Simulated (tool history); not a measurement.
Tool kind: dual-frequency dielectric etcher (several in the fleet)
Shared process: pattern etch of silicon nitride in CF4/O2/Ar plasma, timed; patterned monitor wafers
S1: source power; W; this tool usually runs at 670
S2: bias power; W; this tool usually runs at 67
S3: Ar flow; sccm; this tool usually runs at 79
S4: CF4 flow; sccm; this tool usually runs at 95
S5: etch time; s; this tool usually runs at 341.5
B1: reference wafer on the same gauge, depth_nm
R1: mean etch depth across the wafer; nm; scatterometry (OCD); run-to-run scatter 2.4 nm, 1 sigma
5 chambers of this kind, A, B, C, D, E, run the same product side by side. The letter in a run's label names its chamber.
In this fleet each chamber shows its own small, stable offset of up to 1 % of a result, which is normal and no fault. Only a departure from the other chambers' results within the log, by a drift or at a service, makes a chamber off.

run,day,S1,S2,S3,S4,S5,B1,R1
1D,0.433,670,67,79,95,341.5,841.00,958.89
# day 0.671: chamber D: source power generator calibrated
2A,1.054,670,67,79,95,341.5,840.68,964.78
3C,1.396,670,67,79,95,341.5,841.40,959.05
4E,1.942,670,67,79,95,341.5,840.65,950.25
# day 2.479: chamber E: bias power generator calibrated
5B,2.621,670,67,79,95,341.5,840.76,951.64
# day 3.208: chamber A: Ar flow controller replaced
6C,3.250,670,67,72,95,341.5,840.98,969.77
7E,3.625,670,67,72,95,341.5,841.16,958.81
# day 3.888: chamber C: bias power generator calibrated
8D,3.921,670,67,72,95,341.5,840.86,965.05
9B,4.417,670,67,72,95,341.5,841.14,968.67
10A,4.946,670,67,72,95,341.5,840.92,975.06
11E,5.496,670,67,79,95,341.5,841.02,955.89
12A,6.129,670,67,79,95,341.5,841.55,965.02
13C,6.746,670,67,79,95,341.5,840.80,958.08
14B,7.233,670,67,79,95,341.5,841.11,963.20
# day 7.608: chamber D: wet clean of the chamber
15D,7.708,670,67,79,95,341.5,840.85,957.59
16A,8.358,670,81,79,95,384.5,841.08,1166.40
17E,8.875,670,81,79,95,384.5,841.36,1155.40
18C,9.179,670,81,79,95,384.5,841.31,1161.80
19B,9.488,670,81,79,95,384.5,840.36,1176.20
# day 9.958: chamber E: wet clean of the chamber
20D,10.029,670,81,79,95,384.5,840.89,1158.80
21C,10.396,670,67,79,95,341.5,840.87,962.56
22A,10.908,670,67,79,95,341.5,840.94,959.92
23B,11.442,670,67,79,95,341.5,840.53,971.15
# day 11.788: chamber B: wet clean of the chamber
24D,11.792,670,59,79,107,341.5,841.43,925.39
25E,12.358,670,59,79,107,341.5,840.77,920.79
26C,13.012,670,59,79,107,341.5,841.09,923.99
27A,13.575,670,59,79,107,341.5,840.81,927.85
28D,14.162,670,59,79,107,341.5,841.04,923.28
29E,14.533,670,67,79,95,341.5,841.06,952.45
30B,14.983,670,67,79,95,341.5,840.93,982.25
31B,15.508,670,67,79,95,341.5,840.95,979.63
32A,16.004,670,67,79,95,341.5,840.95,960.02

Does one chamber stand apart from the rest, does the shared gauge drift, or is all well apart from small per-chamber offsets? Give the chamber and the most likely cause, where there is one.

Chamber B drifts away from the others.
Most likely cause: source power that arrives over what is set, % = 3.57.

Which of the 4 candidates below, each the usual settings with something changed and its results left as question marks, puts chamber B back in line with what the other chambers give on the usual settings?
Counts as in line when no further than this from what the other chambers average on the usual settings: R1 8.30 nm
33B-1,16.496,670,67,79,95,327.5,,?
33B-2,16.496,700,68,79,95,341.5,,?
33B-3,16.496,670,67,79,95,333.5,,?
33B-4,16.496,670,67,79,95,349.5,,?

On the usual settings, the other chambers give on average: R1 958.01 nm
run,R1
33B-1,942.45
33B-2,1026.20
33B-3,959.72
33B-4,1005.80
33B-3 is the one that brings the chamber's results back in line with the other chambers.

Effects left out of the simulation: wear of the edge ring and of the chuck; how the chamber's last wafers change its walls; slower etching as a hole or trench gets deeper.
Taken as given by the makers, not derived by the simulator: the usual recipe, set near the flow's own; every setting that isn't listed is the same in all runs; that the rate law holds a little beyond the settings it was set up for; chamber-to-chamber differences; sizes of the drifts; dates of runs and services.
